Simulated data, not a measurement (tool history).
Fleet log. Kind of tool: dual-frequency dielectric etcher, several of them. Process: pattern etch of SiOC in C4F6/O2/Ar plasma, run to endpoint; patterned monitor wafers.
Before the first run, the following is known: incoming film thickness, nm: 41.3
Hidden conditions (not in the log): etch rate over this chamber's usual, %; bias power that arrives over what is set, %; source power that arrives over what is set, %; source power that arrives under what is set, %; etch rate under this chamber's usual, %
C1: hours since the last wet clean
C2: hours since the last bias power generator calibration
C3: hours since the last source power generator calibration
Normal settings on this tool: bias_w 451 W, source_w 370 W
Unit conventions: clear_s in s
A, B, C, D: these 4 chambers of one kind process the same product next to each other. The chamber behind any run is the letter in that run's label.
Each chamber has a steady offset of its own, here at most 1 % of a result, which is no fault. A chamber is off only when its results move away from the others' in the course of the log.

run 1A hour=5.1 | bias_w=451 source_w=370 | C1=163.2 C2=3546.6 C3=3240.0 | clear_s=14.956
run 2C hour=10.3 | bias_w=451 source_w=370 | C1=379.6 C2=2834.1 C3=252.4 | clear_s=14.720
run 3B hour=15.2 | bias_w=451 source_w=370 | C1=382.3 C2=1571.7 C3=2371.4 | clear_s=14.843
run 4D hour=22.1 | bias_w=451 source_w=370 | C1=506.8 C2=2170.6 C3=2188.2 | clear_s=14.977
run 5D hour=31.5 | bias_w=451 source_w=370 | C1=516.2 C2=2180.0 C3=2197.6 | clear_s=15.077
run 6C hour=41.5 | bias_w=451 source_w=310 | C1=410.8 C2=2865.3 C3=283.6 | clear_s=15.733
-- hour=43.0 chamber B: wet clean of the chamber
run 7B hour=50.4 | bias_w=451 source_w=310 | C1=7.4 C2=1606.9 C3=2406.6 | clear_s=16.194
run 8A hour=58.2 | bias_w=451 source_w=310 | C1=216.3 C2=3599.7 C3=3293.1 | clear_s=15.881
run 9A hour=67.2 | bias_w=451 source_w=310 | C1=225.3 C2=3608.7 C3=3302.1 | clear_s=15.902
-- hour=71.8 chamber D: wet clean of the chamber
run 10C hour=77.0 | bias_w=451 source_w=370 | C1=446.3 C2=2900.8 C3=319.1 | clear_s=14.802
run 11B hour=81.7 | bias_w=451 source_w=370 | C1=38.7 C2=1638.2 C3=2437.9 | clear_s=15.048
run 12D hour=90.9 | bias_w=451 source_w=370 | C1=19.1 C2=2239.4 C3=2257.0 | clear_s=14.723
run 13C hour=96.2 | bias_w=451 source_w=370 | C1=465.5 C2=2920.0 C3=338.3 | clear_s=14.763
run 14B hour=102.5 | bias_w=451 source_w=370 | C1=59.5 C2=1659.0 C3=2458.7 | clear_s=15.019
run 15D hour=111.0 | bias_w=451 source_w=370 | C1=39.2 C2=2259.5 C3=2277.1 | clear_s=14.805
run 16A hour=116.3 | bias_w=401 source_w=400 | C1=274.4 C2=3657.8 C3=3351.2 | clear_s=15.081
run 17D hour=125.5 | bias_w=401 source_w=400 | C1=53.7 C2=2274.0 C3=2291.6 | clear_s=14.971
run 18A hour=131.1 | bias_w=401 source_w=400 | C1=289.2 C2=3672.6 C3=3366.0 | clear_s=15.139
run 19C hour=136.7 | bias_w=401 source_w=400 | C1=506.0 C2=2960.5 C3=378.8 | clear_s=15.026
run 20B hour=143.9 | bias_w=451 source_w=370 | C1=100.9 C2=1700.4 C3=2500.1 | clear_s=15.082
run 21C hour=150.1 | bias_w=451 source_w=370 | C1=519.4 C2=2973.9 C3=392.2 | clear_s=14.723
run 22D hour=155.3 | bias_w=451 source_w=370 | C1=83.5 C2=2303.8 C3=2321.4 | clear_s=14.955
run 23B hour=161.7 | bias_w=451 source_w=370 | C1=118.7 C2=1718.2 C3=2517.9 | clear_s=14.924
run 24A hour=170.4 | bias_w=451 source_w=450 | C1=328.5 C2=3711.9 C3=3405.3 | clear_s=13.709
run 25B hour=176.9 | bias_w=451 source_w=450 | C1=133.9 C2=1733.4 C3=2533.1 | clear_s=13.944
run 26D hour=187.6 | bias_w=451 source_w=450 | C1=115.8 C2=2336.1 C3=2353.7 | clear_s=13.706
run 27C hour=196.1 | bias_w=451 source_w=450 | C1=565.4 C2=3019.9 C3=438.2 | clear_s=13.806
run 28A hour=201.8 | bias_w=451 source_w=370 | C1=359.9 C2=3743.3 C3=3436.7 | clear_s=14.643
run 29C hour=210.5 | bias_w=451 source_w=340 | C1=579.8 C2=3034.3 C3=452.6 | clear_s=15.255
run 30D hour=216.4 | bias_w=451 source_w=340 | C1=144.6 C2=2364.9 C3=2382.5 | clear_s=15.117
run 31B hour=225.9 | bias_w=451 source_w=340 | C1=182.9 C2=1782.4 C3=2582.1 | clear_s=15.589
run 32A hour=232.7 | bias_w=451 source_w=340 | C1=390.8 C2=3774.2 C3=3467.6 | clear_s=14.960
run 33D hour=238.7 | bias_w=451 source_w=370 | C1=166.9 C2=2387.2 C3=2404.8 | clear_s=14.882
-- hour=244.1 chamber A: bias power generator calibrated
-- hour=244.2 chamber C: wet clean of the chamber
run 34B hour=248.6 | bias_w=451 source_w=370 | C1=205.6 C2=1805.1 C3=2604.8 | clear_s=14.954
run 35A hour=258.0 | bias_w=451 source_w=370 | C1=416.1 C2=13.9 C3=3492.9 | clear_s=14.585
run 36C hour=264.4 | bias_w=451 source_w=370 | C1=20.3 C2=3088.2 C3=506.5 | clear_s=15.017
run 37B hour=272.9 | bias_w=451 source_w=370 | C1=229.9 C2=1829.4 C3=2629.1 | clear_s=15.031
run 38D hour=283.2 | bias_w=451 source_w=370 | C1=211.4 C2=2431.7 C3=2449.3 | clear_s=14.767
run 39C hour=293.1 | bias_w=523 source_w=320 | C1=49.0 C2=3116.9 C3=535.2 | clear_s=14.763

One chamber off, gauge drift, or nothing amiss beyond the chambers' own small offsets? If it is a chamber, which one, and what is the likeliest cause?

Little by little, chamber A moves away from the other chambers.
Likeliest cause: etch rate over this chamber's usual, % = 3.91.

Below are 4 candidate recipes for chamber A's next run, each the usual settings with a change, their results shown as question marks. Which of them brings A's results back in line with what the other chambers give on the usual settings?
In line here means within this much of the mean the other chambers give on the usual settings: clear_s 0.320 s
run 40A-1 hour=300.8 | bias_w=428 source_w=350 | clear_s=?
run 40A-2 hour=300.8 | bias_w=495 source_w=370 | clear_s=?
run 40A-3 hour=300.8 | bias_w=498 source_w=410 | clear_s=?
run 40A-4 hour=300.8 | bias_w=361 source_w=370 | clear_s=?

On the usual settings, the other chambers give on average: clear_s 14.908 s
run=40A-1 clear_s=14.964
run=40A-2 clear_s=13.882
run=40A-3 clear_s=13.338
run=40A-4 clear_s=15.605
It is 40A-1 that realigns the chamber with its peers.

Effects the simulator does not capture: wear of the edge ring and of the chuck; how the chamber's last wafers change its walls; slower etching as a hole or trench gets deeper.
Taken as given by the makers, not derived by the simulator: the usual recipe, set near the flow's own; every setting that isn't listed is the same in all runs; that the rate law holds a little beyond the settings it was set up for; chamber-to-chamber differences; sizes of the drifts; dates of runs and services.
